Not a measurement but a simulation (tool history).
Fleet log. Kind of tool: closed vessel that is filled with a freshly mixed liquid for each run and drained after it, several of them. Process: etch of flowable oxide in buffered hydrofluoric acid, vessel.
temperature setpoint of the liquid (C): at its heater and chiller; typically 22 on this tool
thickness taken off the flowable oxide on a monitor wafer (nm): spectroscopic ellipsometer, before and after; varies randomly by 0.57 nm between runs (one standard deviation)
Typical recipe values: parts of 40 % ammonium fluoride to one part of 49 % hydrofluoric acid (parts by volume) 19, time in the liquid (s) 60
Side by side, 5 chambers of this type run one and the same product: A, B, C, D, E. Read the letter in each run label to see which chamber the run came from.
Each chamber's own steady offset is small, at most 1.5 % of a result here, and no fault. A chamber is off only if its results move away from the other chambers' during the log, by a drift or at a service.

run	hour	temperature setpoint of the liquid (C)	parts of 40 % ammonium fluoride to one part of 49 % hydrofluoric acid (parts by volume)	time in the liquid (s)	hours since the thermometer was replaced	hours since the hydrofluoric acid flow meter was replaced	read-back film thickness of the flowable oxide reference wafer, read on the same gauge (nm)	thickness taken off the flowable oxide on a monitor wafer (nm)
1E	5	22	19	60	61.2	25.8	140.02	92.546
2B	11.5	22	19	60	640.1	1002.6	139.97	91.031
3C	19.9	22	19	60	359	475	139.98	91.975
4D	25.4	22	19	60	774.7	452.4	139.98	91.4
5A	33.5	22	19	60	292.9	682.5	140.02	91.201
6D	38.2	22	19	60	787.5	465.2	140	92.203
7B	44.5	22	19	60	673.1	1035.6	140.03	92.166
8C	49.1	22	19	60	388.2	504.2	140.01	91.809
9A	57.3	22	19	60	316.7	706.3	140	90.945
10E	61.5	22	19	60	117.7	82.3	139.99	91.999
11D	70	22	19	60	819.3	497	140.01	92.18
12B	78.6	22	19	60	707.2	1069.7	140.01	92.672
13A	84.7	22	19	60	344.1	733.7	139.99	92.152
14C	88.7	22	21.5	80	427.8	543.8	140.01	113.54
15E	94.9	22	21.5	80	151.1	115.7	139.99	110.93
16B	100.5	22	21.5	80	729.1	1091.6	140	109.87
17A	107.1	22	21.5	80	366.5	756.1	140.01	109.63
18D	115.4	22	21.5	80	864.7	542.4	139.99	110.63
19E	120.6	22	19	60	176.8	141.4	140.01	91.658
20C	124.5	22	19	60	463.6	579.6	140	94.597
21D	130.5	22	19	60	879.8	557.5	139.98	92.442
22E	134.7	25.5	19	45	190.9	155.5	139.98	82.899
23A	143	25.5	19	45	402.4	792	139.99	82.442
24C	150.2	25.5	19	45	489.3	605.3	140.01	87.373
25B	158.2	25.5	19	45	786.8	1149.3	140	83.351
26B	166.1	25.5	19	45	794.7	1157.2	139.98	82.751
27D	174.4	22	19	60	923.7	601.4	139.98	92.535
28A	181.2	22	25	60	440.6	830.2	139.99	74.312
29C	188.9	22	25	60	528	644	139.97	79.107
30E	197.1	22	25	60	253.3	217.9	140.01	74.42
# hour 197.8: chamber B: thermometer replaced
31B	201	22	25	60	3.3	1192.1	140	74.091
32D	205.2	22	25	60	954.5	632.2	139.98	76.188
33E	213.2	22	19	60	269.4	234	139.97	91.77
34C	221.8	22	19	60	560.9	676.9	140	97.895
35A	228	22	19	60	487.4	877	140.02	91.645
36A	235	22	14.5	95	494.4	884	140	189.65

Next, every chamber runs the same settings. What will each give?
37A	241.3	22	19	60				?
37B	241.3	22	19	60				?
37C	241.3	22	19	60				?
37D	241.3	22	19	60				?
37E	241.3	22	19	60				?

run	thickness taken off the flowable oxide on a monitor wafer (nm)
37A	89.592
37B	89.959
37C	97.701
37D	91.982
37E	91.104

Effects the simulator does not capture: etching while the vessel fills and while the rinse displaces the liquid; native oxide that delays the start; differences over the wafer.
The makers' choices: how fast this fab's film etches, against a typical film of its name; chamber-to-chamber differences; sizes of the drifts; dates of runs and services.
